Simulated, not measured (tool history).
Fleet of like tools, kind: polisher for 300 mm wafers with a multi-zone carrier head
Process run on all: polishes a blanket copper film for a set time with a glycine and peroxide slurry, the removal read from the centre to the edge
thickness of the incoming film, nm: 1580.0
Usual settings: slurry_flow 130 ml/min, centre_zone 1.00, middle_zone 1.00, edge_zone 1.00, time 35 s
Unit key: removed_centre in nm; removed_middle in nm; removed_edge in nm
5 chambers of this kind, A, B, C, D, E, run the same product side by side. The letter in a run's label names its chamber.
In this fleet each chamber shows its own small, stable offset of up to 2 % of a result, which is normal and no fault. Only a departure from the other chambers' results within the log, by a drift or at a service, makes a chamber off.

{"hour": 7.7, "done": "chamber D: worn pad replaced by a new one"}
{"run": "1E", "hour": 8.0, "slurry_flow": 130, "centre_zone": 1.0, "middle_zone": 1.0, "edge_zone": 1.0, "time": 35, "removed_centre": 100.34, "removed_middle": 102.25, "removed_edge": 99.799}
{"run": "2B", "hour": 14.5, "slurry_flow": 130, "centre_zone": 1.0, "middle_zone": 1.0, "edge_zone": 1.0, "time": 35, "removed_centre": 100.42, "removed_middle": 101.22, "removed_edge": 100.69}
{"run": "3C", "hour": 20.3, "slurry_flow": 130, "centre_zone": 1.0, "middle_zone": 1.0, "edge_zone": 1.0, "time": 35, "removed_centre": 102.26, "removed_middle": 100.16, "removed_edge": 100.41}
{"run": "4D", "hour": 26.1, "slurry_flow": 130, "centre_zone": 1.0, "middle_zone": 1.0, "edge_zone": 1.0, "time": 35, "removed_centre": 101.78, "removed_middle": 98.876, "removed_edge": 101.59}
{"hour": 29.3, "done": "chamber D: slurry nozzle cleaned"}
{"run": "5A", "hour": 32.7, "slurry_flow": 165, "centre_zone": 1.0, "middle_zone": 1.0, "edge_zone": 1.08, "time": 35, "removed_centre": 106.55, "removed_middle": 106.83, "removed_edge": 109.56}
{"hour": 35.9, "done": "chamber E: worn pad replaced by a new one"}
{"run": "6E", "hour": 39.2, "slurry_flow": 165, "centre_zone": 1.0, "middle_zone": 1.0, "edge_zone": 1.08, "time": 35, "removed_centre": 109.13, "removed_middle": 107.77, "removed_edge": 109.1}
{"hour": 40.1, "done": "chamber A: worn pad replaced by a new one"}
{"run": "7B", "hour": 46.4, "slurry_flow": 165, "centre_zone": 1.0, "middle_zone": 1.0, "edge_zone": 1.08, "time": 35, "removed_centre": 104.0, "removed_middle": 106.13, "removed_edge": 110.13}
{"hour": 47.1, "done": "chamber E: edge zone pressure recalibrated"}
{"hour": 51.0, "done": "chamber D: centre zone pressure recalibrated"}
{"run": "8D", "hour": 53.2, "slurry_flow": 165, "centre_zone": 1.0, "middle_zone": 1.0, "edge_zone": 1.08, "time": 35, "removed_centre": 107.13, "removed_middle": 104.18, "removed_edge": 109.23}
{"run": "9A", "hour": 60.3, "slurry_flow": 165, "centre_zone": 1.0, "middle_zone": 1.0, "edge_zone": 1.08, "time": 35, "removed_centre": 105.61, "removed_middle": 106.86, "removed_edge": 109.09}
{"run": "10C", "hour": 66.4, "slurry_flow": 130, "centre_zone": 1.0, "middle_zone": 1.0, "edge_zone": 1.0, "time": 35, "removed_centre": 99.165, "removed_middle": 101.21, "removed_edge": 99.497}
{"run": "11A", "hour": 72.4, "slurry_flow": 130, "centre_zone": 1.0, "middle_zone": 1.0, "edge_zone": 1.0, "time": 35, "removed_centre": 101.67, "removed_middle": 100.23, "removed_edge": 100.87}
{"hour": 79.0, "done": "chamber E: worn pad replaced by a new one"}
{"run": "12C", "hour": 80.1, "slurry_flow": 130, "centre_zone": 1.0, "middle_zone": 1.0, "edge_zone": 1.0, "time": 35, "removed_centre": 101.09, "removed_middle": 101.26, "removed_edge": 100.17}
{"hour": 80.5, "done": "chamber C: worn pad replaced by a new one"}
{"run": "13D", "hour": 86.1, "slurry_flow": 130, "centre_zone": 1.0, "middle_zone": 1.0, "edge_zone": 1.0, "time": 35, "removed_centre": 101.6, "removed_middle": 97.503, "removed_edge": 101.69}
{"run": "14E", "hour": 92.6, "slurry_flow": 130, "centre_zone": 1.0, "middle_zone": 1.06, "edge_zone": 0.91, "time": 35, "removed_centre": 101.02, "removed_middle": 106.22, "removed_edge": 93.747}
{"run": "15B", "hour": 97.1, "slurry_flow": 130, "centre_zone": 1.0, "middle_zone": 1.06, "edge_zone": 0.91, "time": 35, "removed_centre": 97.147, "removed_middle": 104.77, "removed_edge": 94.663}
{"hour": 101.7, "done": "chamber A: worn pad replaced by a new one"}
{"run": "16C", "hour": 102.4, "slurry_flow": 130, "centre_zone": 1.0, "middle_zone": 1.06, "edge_zone": 0.91, "time": 35, "removed_centre": 99.545, "removed_middle": 106.91, "removed_edge": 95.369}
{"hour": 108.2, "done": "chamber B: centre zone pressure recalibrated"}
{"run": "17D", "hour": 109.2, "slurry_flow": 130, "centre_zone": 1.0, "middle_zone": 1.06, "edge_zone": 0.91, "time": 35, "removed_centre": 102.34, "removed_middle": 104.76, "removed_edge": 96.098}
{"hour": 112.6, "done": "chamber A: slurry nozzle cleaned"}
{"run": "18A", "hour": 113.2, "slurry_flow": 130, "centre_zone": 1.0, "middle_zone": 1.06, "edge_zone": 0.91, "time": 35, "removed_centre": 101.71, "removed_middle": 107.65, "removed_edge": 96.907}
{"run": "19B", "hour": 117.2, "slurry_flow": 130, "centre_zone": 1.0, "middle_zone": 1.0, "edge_zone": 1.0, "time": 35, "removed_centre": 95.327, "removed_middle": 98.356, "removed_edge": 100.58}
{"hour": 120.4, "done": "chamber E: worn pad replaced by a new one"}
{"run": "20E", "hour": 123.0, "slurry_flow": 130, "centre_zone": 1.06, "middle_zone": 1.0, "edge_zone": 1.11, "time": 35, "removed_centre": 105.98, "removed_middle": 100.3, "removed_edge": 106.55}
{"run": "21C", "hour": 126.8, "slurry_flow": 130, "centre_zone": 1.06, "middle_zone": 1.0, "edge_zone": 1.11, "time": 35, "removed_centre": 106.51, "removed_middle": 99.328, "removed_edge": 105.14}
{"run": "22D", "hour": 133.6, "slurry_flow": 130, "centre_zone": 1.06, "middle_zone": 1.0, "edge_zone": 1.11, "time": 35, "removed_centre": 109.41, "removed_middle": 100.66, "removed_edge": 107.33}
{"hour": 135.6, "done": "chamber B: worn pad replaced by a new one"}
{"run": "23B", "hour": 138.7, "slurry_flow": 130, "centre_zone": 1.06, "middle_zone": 1.0, "edge_zone": 1.11, "time": 35, "removed_centre": 102.96, "removed_middle": 98.304, "removed_edge": 102.79}
{"hour": 142.4, "done": "chamber C: slurry nozzle cleaned"}
{"hour": 143.0, "done": "chamber D: worn pad replaced by a new one"}
{"run": "24A", "hour": 146.4, "slurry_flow": 130, "centre_zone": 1.06, "middle_zone": 1.0, "edge_zone": 1.11, "time": 35, "removed_centre": 109.02, "removed_middle": 101.94, "removed_edge": 107.44}
{"run": "25E", "hour": 152.4, "slurry_flow": 130, "centre_zone": 1.0, "middle_zone": 1.0, "edge_zone": 1.0, "time": 35, "removed_centre": 101.21, "removed_middle": 100.22, "removed_edge": 98.984}
{"run": "26B", "hour": 159.3, "slurry_flow": 130, "centre_zone": 1.0, "middle_zone": 1.0, "edge_zone": 1.0, "time": 35, "removed_centre": 93.913, "removed_middle": 96.427, "removed_edge": 97.572}
{"hour": 162.6, "done": "chamber A: worn pad replaced by a new one"}
{"run": "27E", "hour": 163.9, "slurry_flow": 130, "centre_zone": 1.0, "middle_zone": 1.0, "edge_zone": 1.0, "time": 35, "removed_centre": 100.59, "removed_middle": 98.227, "removed_edge": 100.93}
{"hour": 168.8, "done": "chamber E: worn pad replaced by a new one"}
{"run": "28C", "hour": 171.2, "slurry_flow": 130, "centre_zone": 1.0, "middle_zone": 1.0, "edge_zone": 1.0, "time": 35, "removed_centre": 99.592, "removed_middle": 98.62, "removed_edge": 99.828}
{"run": "29A", "hour": 176.6, "slurry_flow": 130, "centre_zone": 1.0, "middle_zone": 1.0, "edge_zone": 1.0, "time": 35, "removed_centre": 102.89, "removed_middle": 100.81, "removed_edge": 100.38}
{"run": "30D", "hour": 180.7, "slurry_flow": 130, "centre_zone": 1.0, "middle_zone": 1.0, "edge_zone": 1.0, "time": 35, "removed_centre": 100.43, "removed_middle": 99.574, "removed_edge": 101.54}
{"run": "31E", "hour": 188.3, "slurry_flow": 130, "centre_zone": 1.0, "middle_zone": 1.0, "edge_zone": 1.0, "time": 35, "removed_centre": 99.467, "removed_middle": 99.178, "removed_edge": 99.855}
{"hour": 191.5, "done": "chamber C: worn pad replaced by a new one"}
{"run": "32C", "hour": 194.5, "slurry_flow": 130, "centre_zone": 1.0, "middle_zone": 1.0, "edge_zone": 1.0, "time": 35, "removed_centre": 100.89, "removed_middle": 101.69, "removed_edge": 98.855}
{"run": "33A", "hour": 198.4, "slurry_flow": 130, "centre_zone": 1.0, "middle_zone": 1.0, "edge_zone": 1.0, "time": 35, "removed_centre": 100.27, "removed_middle": 102.21, "removed_edge": 101.05}
{"run": "34B", "hour": 205.6, "slurry_flow": 130, "centre_zone": 1.0, "middle_zone": 1.0, "edge_zone": 1.0, "time": 35, "removed_centre": 91.519, "removed_middle": 94.91, "removed_edge": 95.988}
{"run": "35D", "hour": 209.4, "slurry_flow": 130, "centre_zone": 1.0, "middle_zone": 1.0, "edge_zone": 1.0, "time": 35, "removed_centre": 102.73, "removed_middle": 100.28, "removed_edge": 100.24}
{"run": "36A", "hour": 215.7, "slurry_flow": 130, "centre_zone": 1.0, "middle_zone": 1.0, "edge_zone": 1.0, "time": 35, "removed_centre": 101.06, "removed_middle": 102.45, "removed_edge": 101.83}

Each of the 5 chambers runs these same settings next. Fill in every chamber's results:
{"run": "37A", "hour": 221.5, "slurry_flow": 130, "centre_zone": 1.0, "middle_zone": 1.0, "edge_zone": 1.0, "time": 35, "removed_centre": "?", "removed_middle": "?", "removed_edge": "?"}
{"run": "37B", "hour": 221.5, "slurry_flow": 130, "centre_zone": 1.0, "middle_zone": 1.0, "edge_zone": 1.0, "time": 35, "removed_centre": "?", "removed_middle": "?", "removed_edge": "?"}
{"run": "37C", "hour": 221.5, "slurry_flow": 130, "centre_zone": 1.0, "middle_zone": 1.0, "edge_zone": 1.0, "time": 35, "removed_centre": "?", "removed_middle": "?", "removed_edge": "?"}
{"run": "37D", "hour": 221.5, "slurry_flow": 130, "centre_zone": 1.0, "middle_zone": 1.0, "edge_zone": 1.0, "time": 35, "removed_centre": "?", "removed_middle": "?", "removed_edge": "?"}
{"run": "37E", "hour": 221.5, "slurry_flow": 130, "centre_zone": 1.0, "middle_zone": 1.0, "edge_zone": 1.0, "time": 35, "removed_centre": "?", "removed_middle": "?", "removed_edge": "?"}

run=37A removed_centre=100.770 removed_middle=101.550 removed_edge=101.130
run=37B removed_centre=90.879 removed_middle=92.663 removed_edge=96.810
run=37C removed_centre=100.200 removed_middle=101.520 removed_edge=100.710
run=37D removed_centre=101.270 removed_middle=100.480 removed_edge=101.770
run=37E removed_centre=100.860 removed_middle=100.560 removed_edge=100.010
